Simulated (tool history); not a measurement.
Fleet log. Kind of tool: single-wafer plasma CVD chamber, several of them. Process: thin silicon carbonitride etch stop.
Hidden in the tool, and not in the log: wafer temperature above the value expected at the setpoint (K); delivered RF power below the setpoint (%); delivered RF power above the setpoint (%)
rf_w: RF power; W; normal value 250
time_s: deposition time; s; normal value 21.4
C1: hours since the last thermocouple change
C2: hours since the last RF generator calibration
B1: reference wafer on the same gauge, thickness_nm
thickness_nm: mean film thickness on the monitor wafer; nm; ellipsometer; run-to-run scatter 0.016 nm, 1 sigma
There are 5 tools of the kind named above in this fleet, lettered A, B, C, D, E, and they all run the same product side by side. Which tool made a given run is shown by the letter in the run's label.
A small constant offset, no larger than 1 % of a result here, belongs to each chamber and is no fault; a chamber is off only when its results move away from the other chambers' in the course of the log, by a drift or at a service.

{"run": "1C", "day": 0.425, "rf_w": 250, "time_s": 21.4, "C1": 698.4, "C2": 796.3, "B1": 11.804, "thickness_nm": 13.039}
{"run": "2B", "day": 0.704, "rf_w": 250, "time_s": 21.4, "C1": 487.7, "C2": 536.9, "B1": 11.802, "thickness_nm": 12.946}
{"run": "3A", "day": 1.225, "rf_w": 250, "time_s": 21.4, "C1": 402.7, "C2": 2293.0, "B1": 11.803, "thickness_nm": 13.066}
{"run": "4D", "day": 1.771, "rf_w": 250, "time_s": 21.4, "C1": 251.3, "C2": 481.4, "B1": 11.806, "thickness_nm": 13.142}
{"run": "5E", "day": 2.071, "rf_w": 250, "time_s": 21.4, "C1": 1163.4, "C2": 1806.6, "B1": 11.809, "thickness_nm": 13.103}
{"run": "6D", "day": 2.575, "rf_w": 250, "time_s": 21.4, "C1": 270.6, "C2": 500.7, "B1": 11.812, "thickness_nm": 13.17}
{"run": "7E", "day": 2.929, "rf_w": 250, "time_s": 21.4, "C1": 1184.0, "C2": 1827.2, "B1": 11.815, "thickness_nm": 13.067}
{"run": "8B", "day": 3.412, "rf_w": 250, "time_s": 21.4, "C1": 552.7, "C2": 601.9, "B1": 11.812, "thickness_nm": 12.97}
{"run": "9C", "day": 3.667, "rf_w": 250, "time_s": 21.4, "C1": 776.2, "C2": 874.1, "B1": 11.816, "thickness_nm": 13.048}
{"run": "10A", "day": 4.158, "rf_w": 250, "time_s": 21.4, "C1": 473.1, "C2": 2363.4, "B1": 11.814, "thickness_nm": 13.065}
{"run": "11D", "day": 4.508, "rf_w": 250, "time_s": 23.2, "C1": 317.0, "C2": 547.1, "B1": 11.813, "thickness_nm": 14.266}
{"day": 4.692, "done": "chamber C: RF generator calibrated"}
{"run": "12C", "day": 4.792, "rf_w": 250, "time_s": 23.2, "C1": 803.2, "C2": 2.4, "B1": 11.818, "thickness_nm": 14.181}
{"run": "13B", "day": 5.079, "rf_w": 250, "time_s": 23.2, "C1": 592.7, "C2": 641.9, "B1": 11.82, "thickness_nm": 14.072}
{"run": "14E", "day": 5.471, "rf_w": 250, "time_s": 23.2, "C1": 1245.0, "C2": 1888.2, "B1": 11.818, "thickness_nm": 14.187}
{"day": 5.712, "done": "chamber A: RF generator calibrated"}
{"run": "15A", "day": 5.717, "rf_w": 250, "time_s": 23.2, "C1": 510.5, "C2": 0.2, "B1": 11.824, "thickness_nm": 14.211}
{"run": "16A", "day": 6.058, "rf_w": 250, "time_s": 21.4, "C1": 518.7, "C2": 8.4, "B1": 11.822, "thickness_nm": 13.117}
{"run": "17E", "day": 6.421, "rf_w": 250, "time_s": 21.4, "C1": 1267.8, "C2": 1911.0, "B1": 11.822, "thickness_nm": 13.092}
{"run": "18D", "day": 6.783, "rf_w": 250, "time_s": 21.4, "C1": 371.6, "C2": 601.7, "B1": 11.826, "thickness_nm": 13.172}
{"run": "19B", "day": 7.325, "rf_w": 250, "time_s": 21.4, "C1": 646.6, "C2": 695.8, "B1": 11.829, "thickness_nm": 12.983}
{"run": "20C", "day": 7.625, "rf_w": 250, "time_s": 21.4, "C1": 871.2, "C2": 70.4, "B1": 11.834, "thickness_nm": 13.061}
{"run": "21C", "day": 7.992, "rf_w": 250, "time_s": 21.4, "C1": 880.0, "C2": 79.2, "B1": 11.831, "thickness_nm": 13.065}
{"run": "22E", "day": 8.392, "rf_w": 250, "time_s": 21.4, "C1": 1315.1, "C2": 1958.3, "B1": 11.835, "thickness_nm": 13.097}
{"run": "23B", "day": 8.729, "rf_w": 250, "time_s": 21.4, "C1": 680.3, "C2": 729.5, "B1": 11.834, "thickness_nm": 12.993}
{"run": "24D", "day": 9.1, "rf_w": 250, "time_s": 21.4, "C1": 427.2, "C2": 657.3, "B1": 11.835, "thickness_nm": 13.194}
{"run": "25A", "day": 9.521, "rf_w": 250, "time_s": 21.4, "C1": 601.8, "C2": 91.5, "B1": 11.841, "thickness_nm": 13.099}
{"run": "26C", "day": 9.988, "rf_w": 250, "time_s": 21.4, "C1": 927.9, "C2": 127.1, "B1": 11.842, "thickness_nm": 13.124}
{"run": "27D", "day": 10.258, "rf_w": 250, "time_s": 21.4, "C1": 455.0, "C2": 685.1, "B1": 11.836, "thickness_nm": 13.203}
{"day": 10.3, "done": "chamber E: RF generator calibrated"}
{"run": "28A", "day": 10.629, "rf_w": 250, "time_s": 19.1, "C1": 628.4, "C2": 118.1, "B1": 11.842, "thickness_nm": 11.715}
{"run": "29B", "day": 11.133, "rf_w": 250, "time_s": 19.1, "C1": 738.0, "C2": 787.2, "B1": 11.84, "thickness_nm": 11.618}
{"run": "30E", "day": 11.625, "rf_w": 250, "time_s": 19.1, "C1": 1392.7, "C2": 31.9, "B1": 11.845, "thickness_nm": 11.719}
{"run": "31D", "day": 12.133, "rf_w": 250, "time_s": 19.1, "C1": 500.0, "C2": 730.1, "B1": 11.849, "thickness_nm": 11.787}
{"run": "32B", "day": 12.525, "rf_w": 250, "time_s": 19.1, "C1": 771.4, "C2": 820.6, "B1": 11.845, "thickness_nm": 11.584}
{"run": "33A", "day": 12.796, "rf_w": 250, "time_s": 21.4, "C1": 680.4, "C2": 170.1, "B1": 11.852, "thickness_nm": 13.137}
{"run": "34C", "day": 13.125, "rf_w": 250, "time_s": 21.4, "C1": 1003.2, "C2": 202.4, "B1": 11.848, "thickness_nm": 13.081}
{"run": "35E", "day": 13.367, "rf_w": 250, "time_s": 21.4, "C1": 1434.5, "C2": 73.7, "B1": 11.852, "thickness_nm": 13.128}
{"run": "36D", "day": 13.758, "rf_w": 250, "time_s": 21.4, "C1": 539.0, "C2": 769.1, "B1": 11.852, "thickness_nm": 13.211}
{"run": "37A", "day": 14.142, "rf_w": 250, "time_s": 21.4, "C1": 712.7, "C2": 202.4, "B1": 11.855, "thickness_nm": 13.141}
{"run": "38E", "day": 14.446, "rf_w": 215, "time_s": 18.5, "C1": 1460.4, "C2": 99.6, "B1": 11.857, "thickness_nm": 10.868}
{"run": "39B", "day": 14.912, "rf_w": 215, "time_s": 18.5, "C1": 828.7, "C2": 877.9, "B1": 11.857, "thickness_nm": 10.743}
{"run": "40C", "day": 15.154, "rf_w": 215, "time_s": 18.5, "C1": 1051.9, "C2": 251.1, "B1": 11.861, "thickness_nm": 10.846}

Does one chamber stand apart from the rest, does the shared gauge drift, or is all well apart from small per-chamber offsets? Give the chamber and the most likely cause, where there is one.

No chamber is off; the gauge reading every chamber's wafers drifts, which makes the whole fleet appear to move together.
What lies behind it: gauge reads high (%) = 0.515.
